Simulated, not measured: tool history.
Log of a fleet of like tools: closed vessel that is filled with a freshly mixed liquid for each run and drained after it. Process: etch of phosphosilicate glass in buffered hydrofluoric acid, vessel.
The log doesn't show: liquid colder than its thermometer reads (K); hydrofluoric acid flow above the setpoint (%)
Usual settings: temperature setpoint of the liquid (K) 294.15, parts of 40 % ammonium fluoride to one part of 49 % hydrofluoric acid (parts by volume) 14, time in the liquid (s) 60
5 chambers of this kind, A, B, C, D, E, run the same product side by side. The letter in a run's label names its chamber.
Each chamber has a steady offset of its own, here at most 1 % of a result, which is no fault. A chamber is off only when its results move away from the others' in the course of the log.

run	hour	temperature setpoint of the liquid (K)	parts of 40 % ammonium fluoride to one part of 49 % hydrofluoric acid (parts by volume)	time in the liquid (s)	hours since the thermometer was replaced	hours since the hydrofluoric acid flow meter was replaced	read-back film thickness of the phosphosilicate glass reference wafer, read on the same gauge (nm)	thickness taken off the phosphosilicate glass on a monitor wafer (nm)
1A	10.8	294.15	14	60	2076	206.5	89.98	360.43
2E	17.6	294.15	14	60	1818.8	1111.4	89.992	356.89
3B	26.2	294.15	14	60	747.9	302.7	89.992	354.28
4D	34.7	294.15	14	60	240.8	456.1	90.01	360.23
5C	46.5	294.15	14	60	302.9	202.6	90.014	356.13
6A	57.3	294.15	14	60	2122.5	253	89.996	356.47
7E	69.1	294.15	14	60	1870.3	1162.9	90.001	360.6
8D	80.1	290.15	14	30	286.2	501.5	89.989	144.1
9B	89.5	290.15	14	30	811.2	366	90.014	141.11
# hour 99.4: chamber B: thermometer replaced
10C	100.1	290.15	14	30	356.5	256.2	89.98	142.26
11E	108.9	290.15	14	30	1910.1	1202.7	90.001	142.37
12B	119.2	290.15	14	30	19.8	395.7	90.011	141.61
13A	125.3	294.15	11	75	2190.5	321	89.969	569.25
14C	135.4	294.15	11	75	391.8	291.5	89.986	556.28
15D	142.5	294.15	11	75	348.6	563.9	90.016	570.43
16D	149	294.15	11	75	355.1	570.4	90.018	572.35
17C	158.2	294.15	11	75	414.6	314.3	90.008	564.54
18A	163.6	294.15	14	60	2228.8	359.3	90.033	358.78
19B	170.3	294.15	14	60	70.9	446.8	90.005	355.85
20E	179	294.15	14	60	1980.2	1272.8	90.012	356.21
21A	184.4	294.15	14	60	2249.6	380.1	89.994	356.72
22C	195.8	298.15	14	30	452.2	351.9	89.987	222.9
23B	202.1	298.15	14	30	102.7	478.6	90.01	225.59
24D	211.9	298.15	14	30	418	633.3	89.993	225.88
25E	218	298.15	14	30	2019.2	1311.8	90.01	221.06
26D	223.9	298.15	14	30	430	645.3	89.99	222.73
27E	232.4	294.15	14	60	2033.6	1326.2	89.967	357.84
28C	242.3	294.15	14	60	498.7	398.4	90.012	357.93
29A	250	294.15	14	60	2315.2	445.7	89.985	356.12
30B	258.1	294.15	14	60	158.7	534.6	89.996	356.95
31C	268.4	294.15	14	60	524.8	424.5	90.021	356.29
32D	279.9	294.15	14	60	486	701.3	90.003	359.24
33E	289.4	294.15	14	60	2090.6	1383.2	89.999	356.61
34B	294.9	294.15	14	60	195.5	571.4	89.998	357.16
35A	306.6	294.15	11	45	2371.8	502.3	89.978	337.47
36A	314.7	294.15	11	45	2379.9	510.4	90.01	341.79
37D	322.5	294.15	11	45	528.6	743.9	90.022	339.85
38E	332.3	294.15	11	45	2133.5	1426.1	89.986	335.44

Next, every chamber runs the same settings. What will each give?
39A	340.8	294.15	14	60				?
39B	340.8	294.15	14	60				?
39C	340.8	294.15	14	60				?
39D	340.8	294.15	14	60				?
39E	340.8	294.15	14	60				?

run	thickness taken off the phosphosilicate glass on a monitor wafer (nm)
39A	357.84
39B	357.29
39C	357.35
39D	362.59
39E	354.38

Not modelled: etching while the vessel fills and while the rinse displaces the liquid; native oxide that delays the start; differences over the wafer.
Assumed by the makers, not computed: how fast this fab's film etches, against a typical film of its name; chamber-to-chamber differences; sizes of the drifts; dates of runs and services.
